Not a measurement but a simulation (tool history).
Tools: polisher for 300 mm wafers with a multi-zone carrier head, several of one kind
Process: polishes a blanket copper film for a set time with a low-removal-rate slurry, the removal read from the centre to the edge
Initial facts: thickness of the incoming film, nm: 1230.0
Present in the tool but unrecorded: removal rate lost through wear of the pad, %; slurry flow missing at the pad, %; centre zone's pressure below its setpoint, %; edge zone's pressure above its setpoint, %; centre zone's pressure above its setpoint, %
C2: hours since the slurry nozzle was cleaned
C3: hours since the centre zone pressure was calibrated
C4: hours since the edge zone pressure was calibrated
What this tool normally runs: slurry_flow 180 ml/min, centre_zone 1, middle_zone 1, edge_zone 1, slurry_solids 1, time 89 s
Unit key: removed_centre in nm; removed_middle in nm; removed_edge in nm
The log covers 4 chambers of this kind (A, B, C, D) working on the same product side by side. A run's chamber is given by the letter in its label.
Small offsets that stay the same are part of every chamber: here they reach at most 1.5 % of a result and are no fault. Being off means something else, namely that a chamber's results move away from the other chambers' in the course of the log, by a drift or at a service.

Run 1B, hour 2.1: usual settings; wafers polished on this pad 494; C2 192.1; C3 799.3; C4 550.4. Result: removed_centre 320.58 nm, removed_middle 323.38 nm, removed_edge 321.85 nm.
At hour 3.2: chamber D: worn pad replaced by a new one.
Run 2D, hour 5: usual settings; wafers polished on this pad 20; C2 181.3; C3 202.9; C4 64.2. Result: removed_centre 315.53 nm, removed_middle 322.15 nm, removed_edge 324.89 nm.
Run 3C, hour 8.7: usual settings; wafers polished on this pad 409; C2 76.4; C3 820.2; C4 685.5. Result: removed_centre 322.97 nm, removed_middle 328.13 nm, removed_edge 324.1 nm.
Run 4A, hour 12.3: usual settings; wafers polished on this pad 228; C2 198.5; C3 1137.1; C4 680.3. Result: removed_centre 315.29 nm, removed_middle 318.37 nm, removed_edge 323.3 nm.
Run 5B, hour 14.3: usual settings; wafers polished on this pad 631; C2 204.3; C3 811.5; C4 562.6. Result: removed_centre 319.3 nm, removed_middle 318.45 nm, removed_edge 320.39 nm.
At hour 15.5: chamber B: worn pad replaced by a new one.
Run 6D, hour 16.6: usual settings; wafers polished on this pad 150; C2 192.9; C3 214.5; C4 75.8. Result: removed_centre 319.38 nm, removed_middle 324.65 nm, removed_edge 325.56 nm.
Run 7A, hour 19.8: usual settings; wafers polished on this pad 312; C2 206; C3 1144.6; C4 687.8. Result: removed_centre 321.96 nm, removed_middle 317.87 nm, removed_edge 315.2 nm.
Run 8C, hour 23.7: usual settings; wafers polished on this pad 577; C2 91.4; C3 835.2; C4 700.5. Result: removed_centre 314.93 nm, removed_middle 322.04 nm, removed_edge 324.26 nm.
Run 9A, hour 25.7: usual settings but centre_zone 0.89, middle_zone 0.91; wafers polished on this pad 378; C2 211.9; C3 1150.5; C4 693.7. Result: removed_centre 281.23 nm, removed_middle 289.32 nm, removed_edge 319.73 nm.
Run 10D, hour 27.8: usual settings but centre_zone 0.89, middle_zone 0.91; wafers polished on this pad 276; C2 204.1; C3 225.7; C4 87. Result: removed_centre 278.23 nm, removed_middle 291.39 nm, removed_edge 321.26 nm.
Run 11B, hour 29.8: usual settings but centre_zone 0.89, middle_zone 0.91; wafers polished on this pad 160; C2 219.8; C3 827; C4 578.1. Result: removed_centre 278.68 nm, removed_middle 297.22 nm, removed_edge 323.29 nm.
Run 12C, hour 34.2: usual settings but centre_zone 0.89, middle_zone 0.91; wafers polished on this pad 695; C2 101.9; C3 845.7; C4 711. Result: removed_centre 281.71 nm, removed_middle 288.98 nm, removed_edge 321.21 nm.
Run 13C, hour 36.6: usual settings; wafers polished on this pad 722; C2 104.3; C3 848.1; C4 713.4. Result: removed_centre 317.62 nm, removed_middle 312.99 nm, removed_edge 321.74 nm.
Run 14D, hour 39.4: usual settings; wafers polished on this pad 406; C2 215.7; C3 237.3; C4 98.6. Result: removed_centre 314.43 nm, removed_middle 319.72 nm, removed_edge 320.85 nm.
Run 15A, hour 42.1: usual settings; wafers polished on this pad 562; C2 228.3; C3 1166.9; C4 710.1. Result: removed_centre 319.77 nm, removed_middle 324.7 nm, removed_edge 318.18 nm.
Run 16B, hour 45.6: usual settings; wafers polished on this pad 337; C2 235.6; C3 842.8; C4 593.9. Result: removed_centre 317.56 nm, removed_middle 308.12 nm, removed_edge 316.4 nm.
Run 17B, hour 49.8: usual settings; wafers polished on this pad 384; C2 239.8; C3 847; C4 598.1. Result: removed_centre 320.73 nm, removed_middle 324 nm, removed_edge 320.15 nm.
At hour 51.4: chamber C: worn pad replaced by a new one.
Run 18D, hour 53.7: usual settings; wafers polished on this pad 566; C2 230; C3 251.6; C4 112.9. Result: removed_centre 316.13 nm, removed_middle 314 nm, removed_edge 323.14 nm.
At hour 56: chamber D: worn pad replaced by a new one.
Run 19C, hour 56.6: usual settings; wafers polished on this pad 58; C2 124.3; C3 868.1; C4 733.4. Result: removed_centre 320.46 nm, removed_middle 327.17 nm, removed_edge 318.39 nm.
At hour 60.2: chamber A: worn pad replaced by a new one.
Run 20A, hour 60.3: usual settings; wafers polished on this pad 1; C2 246.5; C3 1185.1; C4 728.3. Result: removed_centre 323.75 nm, removed_middle 320.47 nm, removed_edge 318.72 nm.
Run 21A, hour 63.7: usual settings but middle_zone 1.04; wafers polished on this pad 39; C2 249.9; C3 1188.5; C4 731.7. Result: removed_centre 320.93 nm, removed_middle 329.22 nm, removed_edge 319.76 nm.
Run 22D, hour 65.8: usual settings but middle_zone 1.04; wafers polished on this pad 110; C2 242.1; C3 263.7; C4 125. Result: removed_centre 313.27 nm, removed_middle 332.37 nm, removed_edge 320.52 nm.
Run 23C, hour 68.4: usual settings but middle_zone 1.04; wafers polished on this pad 191; C2 136.1; C3 879.9; C4 745.2. Result: removed_centre 325.28 nm, removed_middle 329.6 nm, removed_edge 325.59 nm.
At hour 69.9: chamber B: centre zone pressure recalibrated.
Run 24B, hour 72.2: usual settings but middle_zone 1.04; wafers polished on this pad 635; C2 262.2; C3 2.4; C4 620.5. Result: removed_centre 320.64 nm, removed_middle 324.74 nm, removed_edge 327.45 nm.
Run 25C, hour 75.7: usual settings but centre_zone 0.9; wafers polished on this pad 272; C2 143.4; C3 887.2; C4 752.5. Result: removed_centre 286.86 nm, removed_middle 312.95 nm, removed_edge 324.25 nm.
Run 26A, hour 77.8: usual settings but centre_zone 0.9; wafers polished on this pad 197; C2 264; C3 1202.6; C4 745.8. Result: removed_centre 284.22 nm, removed_middle 324.38 nm, removed_edge 320.39 nm.
At hour 79: chamber B: worn pad replaced by a new one.
Run 27B, hour 81.3: usual settings but centre_zone 0.9; wafers polished on this pad 25; C2 271.3; C3 11.5; C4 629.6. Result: removed_centre 285.2 nm, removed_middle 316.15 nm, removed_edge 326.17 nm.
Run 28D, hour 83.7: usual settings but centre_zone 0.9; wafers polished on this pad 310; C2 260; C3 281.6; C4 142.9. Result: removed_centre 279.08 nm, removed_middle 319.71 nm, removed_edge 324.74 nm.
Run 29B, hour 87.1: usual settings; wafers polished on this pad 90; C2 277.1; C3 17.3; C4 635.4. Result: removed_centre 318.42 nm, removed_middle 319.76 nm, removed_edge 324.67 nm.
Run 30D, hour 89.2: usual settings; wafers polished on this pad 372; C2 265.5; C3 287.1; C4 148.4. Result: removed_centre 317.95 nm, removed_middle 322.03 nm, removed_edge 325.72 nm.
Run 31C, hour 91.6: usual settings; wafers polished on this pad 451; C2 159.3; C3 903.1; C4 768.4. Result: removed_centre 322.8 nm, removed_middle 323.77 nm, removed_edge 320.1 nm.
Run 32A, hour 95.8: usual settings; wafers polished on this pad 399; C2 282; C3 1220.6; C4 763.8. Result: removed_centre 323.58 nm, removed_middle 329.77 nm, removed_edge 317.55 nm.
Run 33A, hour 99.3: usual settings but slurry_solids 1.2, time 99 s; wafers polished on this pad 438; C2 285.5; C3 1224.1; C4 767.3. Result: removed_centre 368.77 nm, removed_middle 380.76 nm, removed_edge 374.97 nm.
At hour 99.5: chamber C: centre zone pressure recalibrated.
Run 34B, hour 102.7: usual settings but slurry_solids 1.2, time 99 s; wafers polished on this pad 265; C2 292.7; C3 32.9; C4 651. Result: removed_centre 375.01 nm, removed_middle 368.53 nm, removed_edge 375.34 nm.
Run 35C, hour 106.6: usual settings but slurry_solids 1.2, time 99 s; wafers polished on this pad 619; C2 174.3; C3 7.1; C4 783.4. Result: removed_centre 371.77 nm, removed_middle 373.28 nm, removed_edge 376.76 nm.

The same settings go to every chamber for the next run, one line per chamber below. Forecast the results for each:
Run 36A, hour 109.8: usual settings. Result: removed_centre ?, removed_middle ?, removed_edge ?.
Run 36B, hour 109.8: usual settings. Result: removed_centre ?, removed_middle ?, removed_edge ?.
Run 36C, hour 109.8: usual settings. Result: removed_centre ?, removed_middle ?, removed_edge ?.
Run 36D, hour 109.8: usual settings. Result: removed_centre ?, removed_middle ?, removed_edge ?.

run  removed_centre  removed_middle  removed_edge
36A           321.1          328.91        325.35
36B          316.36          317.95        320.22
36C          319.97          316.74        318.26
36D          317.25          321.52        319.93
